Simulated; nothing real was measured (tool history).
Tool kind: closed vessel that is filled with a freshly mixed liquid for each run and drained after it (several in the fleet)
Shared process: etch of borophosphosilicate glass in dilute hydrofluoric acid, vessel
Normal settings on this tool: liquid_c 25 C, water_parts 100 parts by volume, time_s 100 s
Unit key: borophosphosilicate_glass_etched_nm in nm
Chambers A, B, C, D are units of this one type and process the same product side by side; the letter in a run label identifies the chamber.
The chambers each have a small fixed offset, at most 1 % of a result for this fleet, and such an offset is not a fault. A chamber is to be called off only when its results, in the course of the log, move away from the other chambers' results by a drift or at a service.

run,hour,liquid_c,water_parts,time_s,hours since the thermometer was replaced,hours since the hydrofluoric acid flow meter was replaced,"read-back film thickness of the borophosphosilicate glass reference wafer, read on the same gauge (nm)",borophosphosilicate_glass_etched_nm
1C,9.6,25,100,100,584.7,1457.1,100.07,39.741
2D,18.7,25,100,100,468.7,371.8,99.994,39.382
3B,31.6,25,100,100,1899.1,1268.1,100.03,40.087
4A,38.6,25,100,100,1356.2,721.6,100.02,39.911
5D,45.5,25,100,100,495.5,398.6,99.995,39.374
6A,56.2,25,100,100,1373.8,739.2,99.957,39.912
7B,65.9,25,100,100,1933.4,1302.4,99.987,39.667
8C,77,25,100,100,652.1,1524.5,99.993,40.253
9D,86.3,25,100,100,536.3,439.4,99.994,39.278
# hour 95.6: chamber A: hydrofluoric acid flow meter replaced
10A,96.6,25,100,100,1414.2,1.1,100.02,39.776
11C,106.4,25,100,100,681.5,1553.9,100.02,40.118
12B,119.1,25,100,100,1986.6,1355.6,99.983,39.445
13B,126.8,25,100,100,1994.3,1363.3,100,39.695
# hour 128.6: chamber B: thermometer replaced
14A,134,25,100,100,1451.6,38.5,100.01,39.873
15C,140.8,25,100,100,715.9,1588.3,100.02,39.314
16D,150.9,25,100,100,600.9,504,99.985,40.043
17A,159.5,25,100,100,1477.1,64,99.98,39.43
18B,170.3,25,100,100,41.7,1406.8,99.995,39.381
19D,181.4,25,100,100,631.4,534.5,99.986,40.821
20C,192.6,25,100,100,767.7,1640.1,100,39.668
21B,200.6,25,100,100,72,1437.1,99.98,39.554
22D,207.8,25,100,100,657.8,560.9,100.02,41.102
23C,216.9,25,100,100,792,1664.4,100.04,40.35
24A,227.8,25,100,70,1545.4,132.3,99.949,28.055

What goes on in this fleet: one chamber off, a drifting gauge, or nothing beyond the chambers' own small offsets? Name the chamber and the cause, if any.

Chamber D drifts away from the others.
Cause: liquid hotter than its thermometer reads (K) = 1.24.
The log may not separate it from: hydrofluoric acid flow above the setpoint (%).

Which of the 4 candidates below, each the usual settings with something changed and its results left as question marks, puts chamber D back in line with what the other chambers give on the usual settings?
In line here means within this much of the mean the other chambers give on the usual settings: borophosphosilicate_glass_etched_nm 1.1 nm
25D-1,237.2,25,100,110,,,,?
25D-2,237.2,25,100,105,,,,?
25D-3,237.2,22.5,100,100,,,,?
25D-4,237.2,25,100,95,,,,?

Average result of the remaining chambers running the usual settings: borophosphosilicate_glass_etched_nm 39.727 nm
run,borophosphosilicate_glass_etched_nm
25D-1,45.776
25D-2,43.695
25D-3,37.665
25D-4,39.534
The answer is 25D-4, which returns the chamber to within the allowed miss of the others.
